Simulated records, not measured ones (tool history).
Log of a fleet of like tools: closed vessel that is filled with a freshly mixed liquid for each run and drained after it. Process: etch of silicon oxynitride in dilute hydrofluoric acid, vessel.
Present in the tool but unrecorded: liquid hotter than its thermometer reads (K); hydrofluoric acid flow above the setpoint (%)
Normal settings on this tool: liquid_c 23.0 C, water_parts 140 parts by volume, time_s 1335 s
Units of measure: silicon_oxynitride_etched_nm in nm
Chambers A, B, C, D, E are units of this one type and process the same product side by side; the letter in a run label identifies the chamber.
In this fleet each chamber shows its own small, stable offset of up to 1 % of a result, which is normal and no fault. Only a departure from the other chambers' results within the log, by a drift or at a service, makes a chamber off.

run	hour	liquid_c	water_parts	time_s	hours since the thermometer was replaced	hours since the hydrofluoric acid flow meter was replaced	read-back film thickness of the silicon oxynitride reference wafer, read on the same gauge (nm)	silicon_oxynitride_etched_nm
1D	7.0	23.0	140	1335	1595.3	188.7	30.021	31.195
2E	11.1	23.0	140	1335	1617.6	308.8	30.025	31.086
3C	14.5	23.0	140	1335	1709.4	934.7	29.999	30.572
# hour 16.6: chamber D: thermometer replaced
4A	18.9	23.0	140	1335	591.2	1141.5	29.989	31.263
5B	22.5	23.0	140	1335	296.2	165.9	30.030	31.185
# hour 24.4: chamber E: thermometer replaced
6C	28.6	23.0	140	1335	1723.5	948.8	29.999	30.918
7A	35.4	23.0	90	1335	607.7	1158.0	29.996	50.573
8E	41.9	23.0	90	1335	17.6	339.6	30.006	50.505
9B	46.2	23.0	90	1335	319.9	189.6	29.998	50.906
10D	51.6	23.0	90	1335	35.0	233.3	30.011	49.712
11D	55.9	23.0	90	1335	39.3	237.6	29.985	50.247
12E	62.7	23.0	140	1335	38.4	360.4	30.008	30.807
13A	68.7	23.0	140	1335	641.0	1191.3	29.988	31.316
14C	72.0	23.0	140	1335	1766.9	992.2	30.005	30.898
15B	78.5	23.0	140	1335	352.2	221.9	30.012	31.360
16D	84.4	23.0	140	1335	67.8	266.1	30.011	31.041
17A	90.7	23.0	140	1335	663.0	1213.3	30.018	31.142
18C	97.2	23.0	140	1335	1792.1	1017.4	30.019	30.777
19E	100.7	23.0	140	1335	76.4	398.4	30.011	31.172
20B	106.9	23.0	140	1335	380.6	250.3	30.006	31.064
21E	111.7	23.0	140	1335	87.4	409.4	30.024	31.148
22B	117.2	23.0	140	1335	390.9	260.6	30.033	31.118
23C	123.2	23.0	140	1335	1818.1	1043.4	29.990	30.938
24A	128.6	23.0	140	1335	700.9	1251.2	29.984	31.297
25D	132.1	23.0	140	1335	115.5	313.8	29.978	31.227
26C	137.4	23.0	140	1335	1832.3	1057.6	29.998	30.682
27B	141.3	23.0	140	1335	415.0	284.7	30.004	31.269
28D	149.1	23.0	140	1335	132.5	330.8	29.998	31.027
29A	156.0	23.0	140	1335	728.3	1278.6	29.996	31.157
30E	162.3	23.0	140	1335	138.0	460.0	29.988	31.119
31B	167.2	23.0	140	1335	440.9	310.6	30.008	31.181
32E	171.7	23.0	140	1335	147.4	469.4	29.976	31.285
33C	178.5	23.0	140	1335	1873.4	1098.7	29.998	30.757
34A	184.2	23.0	140	1335	756.5	1306.8	30.005	31.311
35D	189.9	23.0	140	1335	173.3	371.6	30.022	31.070
36A	193.9	23.0	140	1335	766.2	1316.5	29.988	31.367
37B	200.9	23.0	140	1335	474.6	344.3	30.001	31.252
38C	208.3	23.0	140	1335	1903.2	1128.5	30.011	30.672
# hour 211.2: chamber A: hydrofluoric acid flow meter replaced
39D	215.7	23.0	140	1335	199.1	397.4	29.983	31.159
40E	223.4	23.0	140	1335	199.1	521.1	30.015	31.134
41C	229.6	23.0	140	1335	1924.5	1149.8	30.005	30.915
42E	234.0	23.0	140	1335	209.7	531.7	29.977	31.085
43A	239.4	23.0	140	1335	811.7	28.2	29.969	31.111

Is one chamber out of step, is the gauge drifting, or do the chambers differ by no more than their own small offsets? For an off chamber, give its letter and the likeliest cause.

No chamber stands off beyond its own small offset, and the gauge holds steady.
